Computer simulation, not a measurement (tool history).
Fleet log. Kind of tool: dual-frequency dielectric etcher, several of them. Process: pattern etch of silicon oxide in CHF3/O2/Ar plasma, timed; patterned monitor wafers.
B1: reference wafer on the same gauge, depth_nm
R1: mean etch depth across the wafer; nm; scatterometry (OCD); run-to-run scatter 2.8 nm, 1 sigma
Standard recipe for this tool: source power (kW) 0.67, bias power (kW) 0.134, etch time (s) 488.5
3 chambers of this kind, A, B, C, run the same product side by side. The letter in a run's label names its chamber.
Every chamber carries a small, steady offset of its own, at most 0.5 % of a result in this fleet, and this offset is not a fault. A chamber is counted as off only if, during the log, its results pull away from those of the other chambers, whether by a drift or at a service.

{"run": "1A", "day": 0.579, "source power (kW)": 0.67, "bias power (kW)": 0.134, "etch time (s)": 488.5, "B1": 948.01, "R1": 917.81}
{"run": "2B", "day": 1.096, "source power (kW)": 0.67, "bias power (kW)": 0.134, "etch time (s)": 488.5, "B1": 947.75, "R1": 909.42}
{"day": 1.188, "done": "chamber A: wet clean of the chamber"}
{"run": "3C", "day": 1.421, "source power (kW)": 0.67, "bias power (kW)": 0.134, "etch time (s)": 488.5, "B1": 947.59, "R1": 916.72}
{"run": "4A", "day": 1.829, "source power (kW)": 0.67, "bias power (kW)": 0.134, "etch time (s)": 488.5, "B1": 948.35, "R1": 919.96}
{"run": "5B", "day": 2.433, "source power (kW)": 0.67, "bias power (kW)": 0.134, "etch time (s)": 488.5, "B1": 947.48, "R1": 908.39}
{"run": "6C", "day": 2.817, "source power (kW)": 0.67, "bias power (kW)": 0.134, "etch time (s)": 488.5, "B1": 948.48, "R1": 916.19}
{"run": "7B", "day": 3.129, "source power (kW)": 0.67, "bias power (kW)": 0.134, "etch time (s)": 488.5, "B1": 946.91, "R1": 915.13}
{"run": "8A", "day": 3.521, "source power (kW)": 0.67, "bias power (kW)": 0.134, "etch time (s)": 488.5, "B1": 948.26, "R1": 919.76}
{"run": "9C", "day": 3.9, "source power (kW)": 0.67, "bias power (kW)": 0.103, "etch time (s)": 603.5, "B1": 948.38, "R1": 1043.4}
{"run": "10A", "day": 4.483, "source power (kW)": 0.67, "bias power (kW)": 0.103, "etch time (s)": 603.5, "B1": 947.86, "R1": 1047.9}
{"run": "11B", "day": 4.921, "source power (kW)": 0.67, "bias power (kW)": 0.103, "etch time (s)": 603.5, "B1": 948.34, "R1": 1038.9}
{"run": "12C", "day": 5.458, "source power (kW)": 0.67, "bias power (kW)": 0.123, "etch time (s)": 488.5, "B1": 948.11, "R1": 876.24}
{"run": "13C", "day": 5.858, "source power (kW)": 0.67, "bias power (kW)": 0.123, "etch time (s)": 488.5, "B1": 948.59, "R1": 883.26}
{"day": 6.175, "done": "chamber B: wet clean of the chamber"}
{"run": "14A", "day": 6.279, "source power (kW)": 0.67, "bias power (kW)": 0.123, "etch time (s)": 488.5, "B1": 948.01, "R1": 895.79}
{"day": 6.629, "done": "chamber B: source power generator calibrated"}
{"run": "15B", "day": 6.896, "source power (kW)": 0.67, "bias power (kW)": 0.134, "etch time (s)": 488.5, "B1": 948.11, "R1": 911.48}
{"run": "16B", "day": 7.425, "source power (kW)": 0.61, "bias power (kW)": 0.163, "etch time (s)": 488.5, "B1": 948.21, "R1": 935.72}
{"run": "17C", "day": 8.012, "source power (kW)": 0.61, "bias power (kW)": 0.163, "etch time (s)": 488.5, "B1": 947.18, "R1": 918.68}
{"run": "18A", "day": 8.421, "source power (kW)": 0.61, "bias power (kW)": 0.163, "etch time (s)": 488.5, "B1": 947.57, "R1": 940.11}
{"run": "19C", "day": 9.0, "source power (kW)": 0.67, "bias power (kW)": 0.134, "etch time (s)": 488.5, "B1": 946.98, "R1": 891.94}
{"run": "20B", "day": 9.392, "source power (kW)": 0.67, "bias power (kW)": 0.134, "etch time (s)": 488.5, "B1": 948.02, "R1": 914.24}
{"run": "21A", "day": 9.808, "source power (kW)": 0.67, "bias power (kW)": 0.134, "etch time (s)": 488.5, "B1": 947.98, "R1": 916.48}
{"run": "22B", "day": 10.117, "source power (kW)": 0.67, "bias power (kW)": 0.134, "etch time (s)": 488.5, "B1": 947.85, "R1": 912.24}

Next, every chamber runs the same settings. What will each give?
{"run": "23A", "day": 10.558, "source power (kW)": 0.67, "bias power (kW)": 0.134, "etch time (s)": 488.5, "R1": "?"}
{"run": "23B", "day": 10.558, "source power (kW)": 0.67, "bias power (kW)": 0.134, "etch time (s)": 488.5, "R1": "?"}
{"run": "23C", "day": 10.558, "source power (kW)": 0.67, "bias power (kW)": 0.134, "etch time (s)": 488.5, "R1": "?"}

run=23A R1=914.22
run=23B R1=906.27
run=23C R1=890.6

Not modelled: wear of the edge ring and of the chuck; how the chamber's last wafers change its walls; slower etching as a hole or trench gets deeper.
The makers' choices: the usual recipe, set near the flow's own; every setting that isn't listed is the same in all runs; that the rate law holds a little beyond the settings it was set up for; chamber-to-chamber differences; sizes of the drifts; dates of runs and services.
